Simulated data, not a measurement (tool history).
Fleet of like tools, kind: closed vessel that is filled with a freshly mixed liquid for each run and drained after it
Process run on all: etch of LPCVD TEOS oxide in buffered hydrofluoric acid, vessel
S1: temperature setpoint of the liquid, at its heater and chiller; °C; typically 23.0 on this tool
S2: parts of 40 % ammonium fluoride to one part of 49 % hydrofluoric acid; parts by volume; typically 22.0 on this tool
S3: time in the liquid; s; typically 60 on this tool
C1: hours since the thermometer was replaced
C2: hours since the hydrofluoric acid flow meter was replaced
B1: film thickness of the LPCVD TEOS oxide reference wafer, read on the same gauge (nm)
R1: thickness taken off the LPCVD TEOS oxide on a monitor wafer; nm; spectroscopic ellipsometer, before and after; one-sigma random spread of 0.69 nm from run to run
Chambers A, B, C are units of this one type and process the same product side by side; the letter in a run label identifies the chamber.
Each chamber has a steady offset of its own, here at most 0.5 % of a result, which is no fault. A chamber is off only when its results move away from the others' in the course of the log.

run,day,S1,S2,S3,C1,C2,B1,R1
1C,0.462,23.0,22.0,60,254.6,796.1,30.020,101.360
2A,0.800,23.0,22.0,60,1770.2,641.3,29.976,102.510
3B,1.050,23.0,22.0,60,116.1,339.8,29.974,101.890
4A,1.479,23.0,22.0,60,1786.5,657.6,29.998,102.200
5C,1.896,23.0,22.0,60,289.0,830.5,30.035,101.710
6B,2.279,23.0,27.5,60,145.6,369.3,29.986,86.283
7B,2.725,23.0,27.5,60,156.3,380.0,30.018,87.771
8A,2.950,23.0,27.5,60,1821.8,692.9,30.007,86.893
9C,3.417,23.0,22.0,60,325.5,867.0,30.000,101.600
10C,3.688,20.5,22.0,75,332.0,873.5,30.009,111.420
11B,4.017,20.5,22.0,75,187.3,411.0,30.015,111.190
12A,4.412,20.5,22.0,75,1856.9,728.0,29.950,111.330
13C,4.617,23.0,26.5,60,354.3,895.8,30.004,88.552
14A,4.850,23.0,26.5,60,1867.4,738.5,30.040,89.660
15B,5.271,23.0,26.5,60,217.4,441.1,29.972,90.509
16C,5.567,23.0,22.0,60,377.1,918.6,29.984,100.730
17A,5.821,23.0,22.0,60,1890.7,761.8,30.006,101.570
18B,6.117,23.0,22.0,60,237.7,461.4,29.934,103.640
19B,6.458,23.0,22.0,60,245.9,469.6,30.021,102.740
20A,6.779,23.0,22.0,60,1913.7,784.8,30.029,101.190
21C,7.233,23.0,22.0,60,417.1,958.6,29.984,99.476
22B,7.583,23.0,22.0,60,272.9,496.6,30.040,101.370
23A,7.833,23.0,22.0,60,1939.0,810.1,30.012,102.160
24C,8.279,23.0,22.0,60,442.2,983.7,30.023,100.810
25C,8.650,23.0,22.0,60,451.1,992.6,29.988,99.730
26B,8.850,23.0,22.0,60,303.3,527.0,30.000,101.390
27A,9.225,23.0,22.0,60,1972.4,843.5,29.976,101.680
28B,9.550,23.0,22.0,60,320.1,543.8,30.046,103.790
29A,9.758,23.0,22.0,60,1985.2,856.3,30.033,101.690
30C,10.221,23.0,22.0,60,488.8,1030.3,30.036,98.033
31B,10.554,23.0,22.0,60,344.2,567.9,30.000,101.980
32C,10.800,23.0,14.5,80,502.7,1044.2,30.000,191.740
33A,11.096,23.0,14.5,80,2017.3,888.4,30.029,199.110
34A,11.538,23.0,14.5,80,2027.9,899.0,30.010,200.330
35C,11.875,21.5,22.0,60,528.5,1070.0,29.982,89.924
36B,12.342,21.5,22.0,60,387.1,610.8,30.023,92.208
37A,12.725,21.5,22.0,60,2056.4,927.5,30.018,93.620
38B,12.967,23.0,22.0,60,402.1,625.8,29.973,101.910
39C,13.233,23.0,22.0,60,561.1,1102.6,30.057,98.087
40B,13.625,23.0,22.0,60,417.9,641.6,29.975,101.890
41C,13.962,23.0,22.0,60,578.6,1120.1,29.980,98.564

For the next run the whole fleet of 3 chambers uses the same settings. Give each chamber's results:
42A,14.296,23.0,22.0,60,,,,?
42B,14.296,23.0,22.0,60,,,,?
42C,14.296,23.0,22.0,60,,,,?

run,R1
42A,102.170
42B,102.630
42C,98.007
